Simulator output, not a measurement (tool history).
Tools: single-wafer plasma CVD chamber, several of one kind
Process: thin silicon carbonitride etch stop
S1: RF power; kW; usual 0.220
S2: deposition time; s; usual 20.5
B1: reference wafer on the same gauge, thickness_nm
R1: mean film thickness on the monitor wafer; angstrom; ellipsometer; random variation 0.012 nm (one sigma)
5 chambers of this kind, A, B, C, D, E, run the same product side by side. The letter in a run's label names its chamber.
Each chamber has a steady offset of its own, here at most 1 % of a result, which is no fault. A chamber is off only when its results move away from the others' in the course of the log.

run	hour	S1	S2	B1	R1
1B	3.8	0.220	20.5	11.302	119.01
2A	7.2	0.220	20.5	11.303	121.12
3E	11.2	0.220	20.5	11.305	121.36
4C	17.3	0.220	20.5	11.304	120.85
5D	23.0	0.220	20.5	11.305	120.12
6E	26.4	0.220	20.5	11.311	121.45
7B	32.6	0.220	20.5	11.306	119.03
8D	37.0	0.220	20.5	11.314	120.14
9C	41.1	0.220	20.5	11.317	121.01
10A	44.3	0.220	20.5	11.316	121.18
11D	48.0	0.220	20.5	11.315	120.15
12C	52.6	0.220	20.5	11.317	121.29
13A	57.2	0.220	20.5	11.316	121.42
14B	61.9	0.220	20.5	11.320	119.33
15E	64.9	0.220	20.5	11.318	121.62
# hour 69.3: chamber B: RF generator calibrated
16E	71.3	0.220	20.5	11.322	121.45
17A	77.6	0.220	20.5	11.327	121.41
18C	81.8	0.220	20.5	11.326	121.13
19B	87.2	0.220	20.5	11.329	119.38
20D	92.0	0.220	20.5	11.328	120.29
21B	96.9	0.220	20.5	11.332	119.44
22D	99.7	0.220	20.5	11.328	120.36
23C	104.7	0.220	20.5	11.335	121.22
24A	109.6	0.220	20.5	11.335	121.57
25E	115.2	0.220	20.5	11.337	121.72
26D	118.1	0.220	20.5	11.337	120.38
27A	121.9	0.220	20.5	11.339	121.54
28C	127.5	0.220	20.5	11.341	121.34
29E	130.5	0.220	20.5	11.339	121.84
30B	133.9	0.220	20.5	11.342	119.57
31B	139.8	0.220	20.5	11.344	119.73
32E	146.0	0.220	20.5	11.346	121.88
33C	150.6	0.220	20.5	11.349	121.42

What goes on in this fleet: one chamber off, a drifting gauge, or nothing beyond the chambers' own small offsets? Name the chamber and the cause, if any.

The gauge drifts, so all chambers seem to drift together. No chamber is off.
Cause: gauge reads high (%) = 0.425.
